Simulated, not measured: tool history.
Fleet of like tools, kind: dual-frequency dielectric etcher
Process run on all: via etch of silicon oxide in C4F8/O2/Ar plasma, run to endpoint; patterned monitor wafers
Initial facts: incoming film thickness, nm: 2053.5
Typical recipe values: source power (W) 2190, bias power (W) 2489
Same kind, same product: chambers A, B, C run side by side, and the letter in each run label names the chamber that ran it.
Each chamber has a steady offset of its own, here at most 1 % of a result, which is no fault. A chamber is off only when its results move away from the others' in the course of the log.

| run | hour | source power (W) | bias power (W) | endpoint time (s) |
|---|---|---|---|---|
| 1C | 4.5 | 2190 | 2489 | 368.75 |
| 2B | 8.8 | 2190 | 2489 | 364.16 |
| 3A | 12.6 | 2190 | 2489 | 366.25 |
| 4A | 15 | 2190 | 2489 | 368.44 |
| 5C | 17.9 | 2190 | 2489 | 370.29 |
| 6B | 22 | 2190 | 2489 | 365.65 |
| 7C | 24.4 | 2190 | 2698 | 357.79 |
| 8B | 28.6 | 2190 | 2698 | 354.57 |
| 9A | 32.1 | 2190 | 2698 | 358.8 |
| 10B | 34.3 | 2190 | 2489 | 367.55 |
| 11C | 38.3 | 2190 | 2489 | 370.82 |
| 12A | 42 | 2190 | 2489 | 366.73 |
| 13B | 45.3 | 2190 | 2489 | 365.38 |
| 14A | 47.9 | 2190 | 2489 | 366.92 |
| 15C | 50.6 | 2440 | 2090 | 373.03 |
| 16C | 52.7 | 2440 | 2090 | 373.35 |
| 17B | 56.4 | 2440 | 2090 | 370.26 |
| 18A | 60.4 | 2190 | 2489 | 368.05 |
| 19A | 62.6 | 2190 | 2489 | 365.83 |
| 20B | 65.6 | 2190 | 2489 | 366.87 |
| 21C | 69.5 | 2190 | 2489 | 370.85 |
| 22B | 74.1 | 1940 | 2174 | 401.81 |
| 23C | 76.3 | 1940 | 2174 | 401.13 |
| 24A | 79.7 | 1940 | 2174 | 400.28 |
| 25C | 82.9 | 2190 | 2489 | 369.73 |
|  | 84.1 | chamber B: wet clean of the chamber |
| 26A | 86.5 | 2190 | 2489 | 366.67 |
| 27B | 88.8 | 2190 | 2489 | 363.86 |
| 28A | 91.1 | 2190 | 2489 | 367.65 |
| 29B | 94.2 | 2190 | 2489 | 365.96 |
| 30C | 96.2 | 2190 | 2489 | 368.43 |
| 31A | 100.5 | 2190 | 2489 | 367.08 |
| 32C | 105 | 2190 | 2489 | 367.41 |
| 33B | 108.7 | 2190 | 2225 | 378.13 |
| 34B | 110.8 | 2190 | 2225 | 378.94 |
| 35A | 113.1 | 2190 | 2225 | 378.4 |
| 36C | 116.2 | 2190 | 2489 | 369.78 |
| 37B | 120.8 | 2190 | 2489 | 367.88 |

All chambers now run identical settings, listed one chamber a line with results as question marks. What results will each chamber show?
| 38A | 124.2 | 2190 | 2489 | ? |
| 38B | 124.2 | 2190 | 2489 | ? |
| 38C | 124.2 | 2190 | 2489 | ? |

| run | endpoint time (s) |
|---|---|
| 38A | 366.8 |
| 38B | 367.72 |
| 38C | 368.96 |

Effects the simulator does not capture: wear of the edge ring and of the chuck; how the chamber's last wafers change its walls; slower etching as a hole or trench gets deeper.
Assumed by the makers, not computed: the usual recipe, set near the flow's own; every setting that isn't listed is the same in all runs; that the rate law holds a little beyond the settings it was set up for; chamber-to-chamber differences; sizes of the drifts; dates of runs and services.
